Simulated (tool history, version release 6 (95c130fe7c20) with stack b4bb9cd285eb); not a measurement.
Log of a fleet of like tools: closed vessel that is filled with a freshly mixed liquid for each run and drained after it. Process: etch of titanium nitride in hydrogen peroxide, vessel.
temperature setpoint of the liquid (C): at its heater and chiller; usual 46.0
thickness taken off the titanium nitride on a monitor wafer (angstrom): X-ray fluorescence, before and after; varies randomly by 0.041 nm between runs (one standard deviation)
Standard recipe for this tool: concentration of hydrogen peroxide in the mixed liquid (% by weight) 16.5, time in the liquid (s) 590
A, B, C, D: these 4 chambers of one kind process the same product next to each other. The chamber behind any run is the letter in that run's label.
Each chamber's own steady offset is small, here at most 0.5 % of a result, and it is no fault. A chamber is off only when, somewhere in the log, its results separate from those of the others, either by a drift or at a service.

run	hour	temperature setpoint of the liquid (C)	concentration of hydrogen peroxide in the mixed liquid (% by weight)	time in the liquid (s)	read-back film thickness of the titanium nitride reference wafer, read on the same gauge (nm)	thickness taken off the titanium nitride on a monitor wafer (angstrom)
1D	9.7	46.0	16.5	590	50.007	105.910
2A	18.3	46.0	16.5	590	50.017	105.160
3B	24.1	46.0	16.5	590	50.019	105.450
4C	30.9	46.0	16.5	590	49.987	105.780
5C	38.1	46.0	16.5	590	50.003	105.470
6B	43.4	38.5	16.5	590	49.997	58.693
7D	50.5	38.5	16.5	590	49.973	59.123
8A	55.9	38.5	16.5	590	50.012	60.496
9A	65.1	38.5	16.5	590	49.999	60.224
10C	75.0	46.0	16.5	590	50.006	105.550
# hour 77.5: chamber D: peroxide flow meter replaced
11D	82.3	46.0	12.0	590	50.009	98.020
12B	92.9	46.0	12.0	590	49.997	98.200
13C	97.9	46.0	12.0	590	49.991	97.825
14A	107.0	46.0	12.0	590	49.988	100.490
15D	115.9	46.0	16.5	590	50.006	104.830
16B	125.7	46.0	14.5	250	49.977	43.580
17D	134.6	46.0	14.5	250	50.002	43.208
18A	143.6	46.0	14.5	250	49.997	44.011
19B	148.3	46.0	14.5	250	49.994	43.521
20C	158.8	46.0	16.5	590	49.998	104.820
21C	167.2	50.5	16.5	935	50.007	232.360
22D	172.3	50.5	16.5	935	49.996	228.980
23B	179.4	50.5	16.5	935	49.993	232.320
24A	189.5	50.5	16.5	935	49.998	238.330
25C	198.9	46.0	16.5	590	49.985	105.930
26D	206.2	46.0	16.5	590	50.008	105.030
27A	215.5	46.0	16.5	590	49.997	108.800
# hour 223.1: chamber D: new drum of peroxide connected
28B	225.0	46.0	16.5	590	49.989	104.240
29B	234.9	52.5	18.5	590	50.010	173.070
30C	240.8	52.5	18.5	590	49.998	170.890
31A	250.9	52.5	18.5	590	50.018	179.280
32D	260.4	52.5	18.5	590	49.996	173.800
33A	270.5	50.5	16.5	940	49.997	241.470

What goes on in this fleet: one chamber off, a drifting gauge, or nothing beyond the chambers' own small offsets? Name the chamber and the cause, if any.

Chamber A drifts away from the others.
Likeliest cause: liquid hotter than its thermometer reads (K) = 0.646.

Which of the 4 candidates below, each the usual settings with something changed and its results left as question marks, puts chamber A back in line with what the other chambers give on the usual settings?
Counts as in line when no further than this from what the other chambers average on the usual settings: thickness taken off the titanium nitride on a monitor wafer (angstrom) 1.400
34A-1	278.3	46.0	20.5	590		?
34A-2	278.3	46.0	16.5	600		?
34A-3	278.3	46.0	16.5	580		?
34A-4	278.3	46.0	16.5	565		?

Usual-settings mean across the other chambers: thickness taken off the titanium nitride on a monitor wafer (angstrom) 105.270
run	thickness taken off the titanium nitride on a monitor wafer (angstrom)
34A-1	115.520
34A-2	112.200
34A-3	108.460
34A-4	105.650
With 34A-4, the chamber falls back in line with the rest.
